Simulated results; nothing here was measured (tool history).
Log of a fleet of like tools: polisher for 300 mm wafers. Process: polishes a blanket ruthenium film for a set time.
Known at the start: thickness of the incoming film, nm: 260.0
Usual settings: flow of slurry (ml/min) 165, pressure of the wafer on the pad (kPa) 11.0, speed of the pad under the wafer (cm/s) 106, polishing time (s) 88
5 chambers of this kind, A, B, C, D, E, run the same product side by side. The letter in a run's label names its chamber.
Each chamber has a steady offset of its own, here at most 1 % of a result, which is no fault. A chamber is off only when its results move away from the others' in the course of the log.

run,hour,flow of slurry (ml/min),pressure of the wafer on the pad (kPa),speed of the pad under the wafer (cm/s),polishing time (s),film removed (nm)
1A,8.5,165,11.0,106,88,71.915
# hour 9.2: chamber E: worn pad replaced by a new one
2D,17.6,165,11.0,106,88,73.033
3C,25.6,165,11.0,106,88,70.778
4B,32.3,165,11.0,106,88,70.804
5E,39.4,165,11.0,106,88,71.904
# hour 44.2: chamber A: worn pad replaced by a new one
6D,51.7,165,11.0,106,88,72.202
7B,63.3,165,11.0,106,88,70.694
# hour 72.3: chamber B: worn pad replaced by a new one
8A,74.6,165,11.0,106,88,70.950
9C,83.2,165,11.0,106,88,71.128
# hour 84.2: chamber E: worn pad replaced by a new one
# hour 88.6: chamber D: worn pad replaced by a new one
10E,90.0,165,11.0,106,88,71.194
# hour 91.8: chamber B: slurry nozzle cleaned
# hour 97.0: chamber C: worn pad replaced by a new one
# hour 97.6: chamber D: head pressure recalibrated
11D,99.2,165,11.0,106,88,71.298
12C,105.8,165,11.0,106,88,69.525
# hour 110.3: chamber B: head pressure recalibrated
13E,113.1,220,11.0,106,88,75.328
14B,124.0,220,11.0,106,88,73.887
15A,132.9,220,11.0,106,88,74.363
16E,144.2,220,11.0,106,88,74.154
# hour 151.9: chamber A: head pressure recalibrated
17B,152.6,220,11.0,106,88,74.327
# hour 152.7: chamber A: worn pad replaced by a new one
18D,161.2,165,11.0,106,88,72.108
# hour 167.1: chamber B: worn pad replaced by a new one
19C,170.1,165,11.0,106,88,71.527
20A,176.7,165,11.0,106,88,72.127
# hour 177.4: chamber D: worn pad replaced by a new one
# hour 177.6: chamber E: worn pad replaced by a new one
# hour 182.3: chamber E: head pressure recalibrated
21C,188.6,165,11.0,106,88,70.965
22D,199.8,165,11.0,106,88,72.871
# hour 210.1: chamber C: worn pad replaced by a new one
23B,210.6,165,11.0,106,88,71.621
# hour 216.1: chamber D: slurry nozzle cleaned
24A,217.7,165,11.0,106,88,72.039
25E,230.9,165,11.0,106,98,79.770
26B,238.5,165,11.0,106,98,78.843
27E,250.1,165,11.0,106,98,79.461
28C,258.4,165,11.0,106,98,79.503
# hour 260.2: chamber E: worn pad replaced by a new one
# hour 269.1: chamber E: slurry nozzle cleaned
# hour 270.0: chamber A: worn pad replaced by a new one
29A,271.5,165,11.0,106,98,80.199
# hour 271.8: chamber B: worn pad replaced by a new one
# hour 280.4: chamber D: worn pad replaced by a new one
30D,283.3,165,11.0,106,88,72.476
31C,293.9,165,11.0,106,88,70.729
32E,307.2,165,11.0,106,88,72.695
33B,319.9,165,11.0,106,88,71.744
34A,329.1,165,11.0,106,88,70.627
35D,336.9,165,11.0,106,88,72.186
# hour 338.2: chamber C: worn pad replaced by a new one
# hour 341.8: chamber E: worn pad replaced by a new one
36C,345.1,165,11.0,106,88,71.317
37E,353.9,165,11.0,106,88,71.337

What goes on in this fleet: one chamber off, a drifting gauge, or nothing beyond the chambers' own small offsets? Name the chamber and the cause, if any.

No chamber stands off beyond its own small offset, and the gauge holds steady.
